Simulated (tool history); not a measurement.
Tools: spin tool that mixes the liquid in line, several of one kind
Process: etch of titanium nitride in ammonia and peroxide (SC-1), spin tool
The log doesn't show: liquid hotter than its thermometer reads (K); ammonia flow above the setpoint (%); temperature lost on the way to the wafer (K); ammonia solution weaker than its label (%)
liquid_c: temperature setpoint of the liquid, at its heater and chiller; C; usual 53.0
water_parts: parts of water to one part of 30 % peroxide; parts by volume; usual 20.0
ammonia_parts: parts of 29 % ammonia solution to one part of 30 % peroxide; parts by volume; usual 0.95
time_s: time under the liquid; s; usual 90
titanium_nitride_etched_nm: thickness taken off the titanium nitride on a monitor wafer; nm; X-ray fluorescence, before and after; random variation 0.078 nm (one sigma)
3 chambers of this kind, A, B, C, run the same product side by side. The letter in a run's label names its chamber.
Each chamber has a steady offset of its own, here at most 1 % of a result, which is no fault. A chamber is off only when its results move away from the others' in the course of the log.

run    day  liquid_c  water_parts  ammonia_parts  time_s  hours since the thermometer was replaced  hours since the ammonia flow meter was replaced  hours since the heated supply line was repaired  hours since the drum of ammonia solution was connected  read-back film thickness of the titanium nitride reference wafer, read on the same gauge (nm)  titanium_nitride_etched_nm
 1B  0.458      53.0         20.0           0.95      90                                     875.1                                            357.6                                           3494.9                                                   533.3                                                                                         109.99                      7.6791
 2C  0.746      53.0         20.0           0.95      90                                    1667.7                                            667.4                                           1938.3                                                   303.8                                                                                         110.02                      7.6775
 3A  1.162      53.0         20.0           0.95      90                                     863.5                                            544.1                                            663.5                                                   955.9                                                                                         110.00                      7.7348
     1.300  -- chamber C: new drum of ammonia solution connected
 4A  1.542      53.0         20.0           0.95      90                                     872.6                                            553.2                                            672.6                                                   965.0                                                                                         110.01                      7.5920
 5B  1.762      53.0         20.0           0.95      90                                     906.4                                            388.9                                           3526.2                                                   564.6                                                                                         110.02                      7.7031
 6C  2.179      53.0         20.0           0.95      90                                    1702.1                                            701.8                                           1972.7                                                    21.1                                                                                         110.02                      7.8024
 7B  2.504      48.5         20.0           0.95      55                                     924.2                                            406.7                                           3544.0                                                   582.4                                                                                         110.01                      3.4896
 8A  2.783      48.5         20.0           0.95      55                                     902.4                                            583.0                                            702.4                                                   994.8                                                                                         109.99                      3.3948
 9C  3.121      48.5         20.0           0.95      55                                    1724.7                                            724.4                                           1995.3                                                    43.7                                                                                         110.01                      3.5333
10A  3.388      53.0         20.0           0.95      90                                     916.9                                            597.5                                            716.9                                                  1009.3                                                                                         110.00                      7.7917
11B  3.846      53.0         20.0           0.95      90                                     956.4                                            438.9                                           3576.2                                                   614.6                                                                                         110.01                      7.8967
12C  4.212      53.0         20.0           0.95      90                                    1750.9                                            750.6                                           2021.5                                                    69.9                                                                                         110.03                      7.7384
     4.450  -- chamber A: heated supply line repaired
13B  4.538      53.0         20.0           0.95      90                                     973.0                                            455.5                                           3592.8                                                   631.2                                                                                         110.02                      8.0694
14C  4.758      53.0         20.0           0.95      90                                    1764.0                                            763.7                                           2034.6                                                    83.0                                                                                         109.99                      7.8104
15A  5.096      53.0         20.0           0.95      90                                     957.9                                            638.5                                             15.5                                                  1050.3                                                                                         109.98                      7.6955
16C  5.538      53.0         20.0           0.95      90                                    1782.7                                            782.4                                           2053.3                                                   101.7                                                                                         110.00                      7.7334
17B  5.988      53.0         20.0           0.95      90                                    1007.8                                            490.3                                           3627.6                                                   666.0                                                                                         110.00                      8.0911
     6.175  -- chamber B: new drum of ammonia solution connected
     6.279  -- chamber A: new drum of ammonia solution connected
18A  6.379      53.0         20.0           0.95      90                                     988.7                                            669.3                                             46.3                                                     2.5                                                                                         109.98                      7.6534
19C  6.821      53.0         20.0           0.95      90                                    1813.5                                            813.2                                           2084.1                                                   132.5                                                                                         110.00                      7.8180
20A  7.250      53.0         20.0           0.95      90                                    1009.6                                            690.2                                             67.2                                                    23.4                                                                                         109.99                      7.6834
21B  7.633      53.0         20.0           0.95      90                                    1047.3                                            529.8                                           3667.1                                                    35.1                                                                                         110.01                      8.2194
22A  7.962      53.0         20.0           0.95      90                                    1026.7                                            707.3                                             84.3                                                    40.5                                                                                         109.99                      7.6877
23B  8.350      53.0         26.5           0.95      50                                    1064.5                                            547.0                                           3684.3                                                    52.3                                                                                         110.00                      3.9215
24C  8.746      53.0         26.5           0.95      50                                    1859.7                                            859.4                                           2130.3                                                   178.7                                                                                         110.00                      3.6156
25C  8.958      53.0         26.5           0.95      50                                    1864.8                                            864.5                                           2135.4                                                   183.8                                                                                         109.97                      3.6661
26B  9.300      53.0         20.0           0.95      90                                    1087.3                                            569.8                                           3707.1                                                    75.1                                                                                         110.01                      8.4607
27A  9.558      53.0         20.0           0.95      90                                    1065.0                                            745.6                                            122.6                                                    78.8                                                                                         110.00                      7.7327
28A  9.925      53.0         20.0           0.95      90                                    1073.8                                            754.4                                            131.4                                                    87.6                                                                                         110.00                      7.7497

Is one chamber off against the others, does the gauge drift, or is nothing wrong? If a chamber is off, say which, and what the likeliest cause is.

Chamber B drifts away from the others.
Cause: liquid hotter than its thermometer reads (K) = 1.23.

Here are 4 candidates for chamber B's next run, each the usual settings with a change, their results left as question marks. Which one brings its results back in line with what the others give on the usual settings?
In line means no further than this from the other chambers' mean on the usual settings: titanium_nitride_etched_nm 0.2700 nm
29B-1  10.258      52.5         20.0           0.95      90                                                                                                                                                                                                                                                                                                                              ?
29B-2  10.258      53.0         23.0           0.90      90                                                                                                                                                                                                                                                                                                                              ?
29B-3  10.258      54.5         20.0           0.95      90                                                                                                                                                                                                                                                                                                                              ?
29B-4  10.258      53.5         20.0           0.95      90                                                                                                                                                                                                                                                                                                                              ?

The other chambers' mean on the usual settings: titanium_nitride_etched_nm 7.7449 nm
  run  titanium_nitride_etched_nm
29B-1                      8.2199
29B-2                      7.8019
29B-3                      9.3987
29B-4                      8.7914
29B-2 brings the chamber back in line.

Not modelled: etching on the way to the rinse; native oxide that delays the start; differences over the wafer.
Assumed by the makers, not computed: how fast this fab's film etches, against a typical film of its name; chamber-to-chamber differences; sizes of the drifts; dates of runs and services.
